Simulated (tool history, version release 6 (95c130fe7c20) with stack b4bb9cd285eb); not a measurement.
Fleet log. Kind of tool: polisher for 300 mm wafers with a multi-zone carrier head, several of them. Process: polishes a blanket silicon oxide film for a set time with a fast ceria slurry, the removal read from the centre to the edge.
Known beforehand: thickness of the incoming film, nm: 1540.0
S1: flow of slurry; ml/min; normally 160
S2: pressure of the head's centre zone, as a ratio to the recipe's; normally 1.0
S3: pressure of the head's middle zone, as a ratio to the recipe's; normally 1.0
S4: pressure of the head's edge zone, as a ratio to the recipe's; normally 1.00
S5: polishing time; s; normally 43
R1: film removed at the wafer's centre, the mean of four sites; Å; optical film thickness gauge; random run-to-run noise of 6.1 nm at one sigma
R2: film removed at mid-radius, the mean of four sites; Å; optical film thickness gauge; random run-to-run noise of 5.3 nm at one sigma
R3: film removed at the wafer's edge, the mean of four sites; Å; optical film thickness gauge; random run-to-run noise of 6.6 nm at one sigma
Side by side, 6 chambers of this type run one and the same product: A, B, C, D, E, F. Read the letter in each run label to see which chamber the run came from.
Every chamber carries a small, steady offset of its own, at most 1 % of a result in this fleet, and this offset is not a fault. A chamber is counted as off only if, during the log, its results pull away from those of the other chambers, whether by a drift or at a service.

run 1D hour=6.8 | S1=160 S2=1.0 S3=1.0 S4=1.00 S5=43 | R1=4759.0 R2=4699.9 R3=4794.9
-- hour=7.5 chamber F: centre zone pressure recalibrated
-- hour=7.8 chamber C: worn pad replaced by a new one
-- hour=8.2 chamber C: edge zone pressure recalibrated
run 2C hour=13.6 | S1=160 S2=1.0 S3=1.0 S4=1.00 S5=43 | R1=4722.0 R2=4591.8 R3=4581.2
run 3A hour=18.5 | S1=160 S2=1.0 S3=1.0 S4=1.00 S5=43 | R1=4824.5 R2=4743.3 R3=4700.9
-- hour=20.1 chamber B: worn pad replaced by a new one
run 4B hour=23.3 | S1=160 S2=1.0 S3=1.0 S4=1.00 S5=43 | R1=4632.1 R2=4700.4 R3=4665.4
run 5F hour=26.5 | S1=160 S2=1.0 S3=0.9 S4=1.00 S5=43 | R1=4653.6 R2=4270.4 R3=4593.3
-- hour=28.2 chamber A: worn pad replaced by a new one
run 6E hour=31.7 | S1=160 S2=1.0 S3=0.9 S4=1.00 S5=43 | R1=4728.5 R2=4326.2 R3=4796.5
-- hour=36.8 chamber B: centre zone pressure recalibrated
-- hour=37.1 chamber F: worn pad replaced by a new one
run 7A hour=38.1 | S1=160 S2=1.0 S3=0.9 S4=1.00 S5=43 | R1=4662.5 R2=4369.5 R3=4845.9
run 8E hour=43.3 | S1=160 S2=1.0 S3=0.9 S4=1.00 S5=43 | R1=4740.1 R2=4241.4 R3=4852.2
-- hour=47.4 chamber E: worn pad replaced by a new one
run 9B hour=49.4 | S1=160 S2=1.0 S3=0.9 S4=1.00 S5=43 | R1=4709.6 R2=4224.3 R3=4645.6
-- hour=51.4 chamber D: slurry nozzle cleaned
run 10C hour=53.9 | S1=160 S2=1.0 S3=0.9 S4=1.00 S5=43 | R1=4629.6 R2=4203.5 R3=4724.9
run 11F hour=57.2 | S1=160 S2=1.0 S3=1.0 S4=1.00 S5=43 | R1=4769.5 R2=4665.9 R3=4652.4
run 12D hour=60.8 | S1=160 S2=1.0 S3=1.0 S4=1.00 S5=43 | R1=4622.3 R2=4706.6 R3=4799.7
-- hour=63.7 chamber D: worn pad replaced by a new one
run 13F hour=65.1 | S1=180 S2=1.0 S3=1.0 S4=1.00 S5=43 | R1=4727.3 R2=4697.2 R3=4776.7
run 14E hour=68.4 | S1=180 S2=1.0 S3=1.0 S4=1.00 S5=43 | R1=4910.2 R2=4867.5 R3=4763.1
run 15A hour=72.6 | S1=180 S2=1.0 S3=1.0 S4=1.00 S5=43 | R1=4824.8 R2=4798.8 R3=4783.7
-- hour=73.8 chamber B: worn pad replaced by a new one
run 16D hour=75.9 | S1=180 S2=1.0 S3=1.0 S4=1.00 S5=43 | R1=4725.5 R2=4871.5 R3=4797.2
run 17C hour=81.8 | S1=180 S2=1.0 S3=1.0 S4=1.00 S5=43 | R1=4820.1 R2=4764.4 R3=4761.9
run 18B hour=87.3 | S1=180 S2=1.0 S3=1.0 S4=1.00 S5=43 | R1=4830.8 R2=4775.2 R3=4677.1
-- hour=89.2 chamber B: slurry nozzle cleaned
run 19C hour=90.9 | S1=160 S2=1.0 S3=1.0 S4=1.00 S5=43 | R1=4678.9 R2=4666.0 R3=4689.6
run 20A hour=96.8 | S1=160 S2=1.0 S3=1.0 S4=1.00 S5=43 | R1=4611.0 R2=4691.3 R3=4646.4
run 21D hour=103.3 | S1=160 S2=1.0 S3=1.0 S4=1.00 S5=43 | R1=4804.1 R2=4728.3 R3=4813.6
run 22F hour=108.0 | S1=160 S2=1.0 S3=1.0 S4=1.00 S5=43 | R1=4647.0 R2=4657.9 R3=4646.8
-- hour=109.7 chamber E: worn pad replaced by a new one
run 23B hour=112.6 | S1=160 S2=1.0 S3=1.0 S4=1.00 S5=43 | R1=4741.0 R2=4708.5 R3=4682.9
run 24E hour=118.4 | S1=160 S2=1.0 S3=1.0 S4=1.00 S5=43 | R1=4703.5 R2=4790.6 R3=4786.2
-- hour=119.3 chamber A: worn pad replaced by a new one
-- hour=120.4 chamber B: worn pad replaced by a new one
run 25E hour=123.6 | S1=160 S2=1.0 S3=1.0 S4=1.00 S5=43 | R1=4736.2 R2=4659.4 R3=4673.6
-- hour=124.4 chamber C: worn pad replaced by a new one
-- hour=128.1 chamber F: worn pad replaced by a new one
run 26D hour=128.6 | S1=160 S2=1.0 S3=1.0 S4=1.00 S5=43 | R1=4560.8 R2=4617.9 R3=4788.8
run 27B hour=134.7 | S1=160 S2=1.0 S3=1.0 S4=1.00 S5=43 | R1=4692.1 R2=4737.0 R3=4601.5
run 28C hour=138.0 | S1=160 S2=1.0 S3=1.0 S4=1.00 S5=43 | R1=4614.2 R2=4610.0 R3=4705.9
-- hour=139.1 chamber B: edge zone pressure recalibrated
run 29F hour=142.5 | S1=160 S2=1.0 S3=1.0 S4=1.00 S5=43 | R1=4649.4 R2=4618.7 R3=4730.4
run 30A hour=149.1 | S1=160 S2=1.0 S3=1.0 S4=1.00 S5=43 | R1=4724.7 R2=4745.5 R3=4582.1
-- hour=153.2 chamber D: worn pad replaced by a new one
run 31D hour=153.9 | S1=160 S2=1.0 S3=1.0 S4=1.00 S5=43 | R1=4757.5 R2=4835.3 R3=4713.5
-- hour=156.6 chamber C: centre zone pressure recalibrated
run 32C hour=160.7 | S1=160 S2=1.0 S3=1.0 S4=1.00 S5=43 | R1=4778.9 R2=4689.1 R3=4627.5
run 33E hour=164.0 | S1=160 S2=1.0 S3=1.0 S4=1.00 S5=43 | R1=4763.5 R2=4693.6 R3=4775.0
run 34F hour=169.9 | S1=160 S2=1.0 S3=1.0 S4=1.00 S5=43 | R1=4770.3 R2=4654.1 R3=4653.4
-- hour=174.8 chamber B: worn pad replaced by a new one
run 35B hour=175.6 | S1=160 S2=1.0 S3=1.0 S4=1.00 S5=43 | R1=4663.4 R2=4720.5 R3=4609.0
run 36A hour=178.6 | S1=160 S2=0.9 S3=1.0 S4=1.12 S5=43 | R1=4123.9 R2=4674.2 R3=4995.1
run 37A hour=184.3 | S1=160 S2=0.9 S3=1.0 S4=1.12 S5=43 | R1=4241.7 R2=4808.8 R3=4823.4
run 38B hour=190.9 | S1=160 S2=0.9 S3=1.0 S4=1.12 S5=43 | R1=4094.7 R2=4620.6 R3=4995.1
run 39F hour=195.8 | S1=160 S2=0.9 S3=1.0 S4=1.12 S5=43 | R1=4160.2 R2=4676.8 R3=5050.1
run 40D hour=201.4 | S1=160 S2=0.9 S3=1.0 S4=1.12 S5=43 | R1=4202.1 R2=4691.9 R3=4940.2

Next, all 6 chambers run the settings below, one line each with question marks for the results. What does each chamber give?
run 41A hour=206.3 | S1=160 S2=1.0 S3=1.0 S4=1.00 S5=43 | R1=? R2=? R3=?
run 41B hour=206.3 | S1=160 S2=1.0 S3=1.0 S4=1.00 S5=43 | R1=? R2=? R3=?
run 41C hour=206.3 | S1=160 S2=1.0 S3=1.0 S4=1.00 S5=43 | R1=? R2=? R3=?
run 41D hour=206.3 | S1=160 S2=1.0 S3=1.0 S4=1.00 S5=43 | R1=? R2=? R3=?
run 41E hour=206.3 | S1=160 S2=1.0 S3=1.0 S4=1.00 S5=43 | R1=? R2=? R3=?
run 41F hour=206.3 | S1=160 S2=1.0 S3=1.0 S4=1.00 S5=43 | R1=? R2=? R3=?

run=41A R1=4724.2 R2=4656.3 R3=4758.2
run=41B R1=4623.8 R2=4709.4 R3=4720.5
run=41C R1=4681.4 R2=4667.8 R3=4652.8
run=41D R1=4577.7 R2=4672.0 R3=4647.1
run=41E R1=4710.1 R2=4635.9 R3=4756.8
run=41F R1=4644.8 R2=4653.5 R3=4617.8
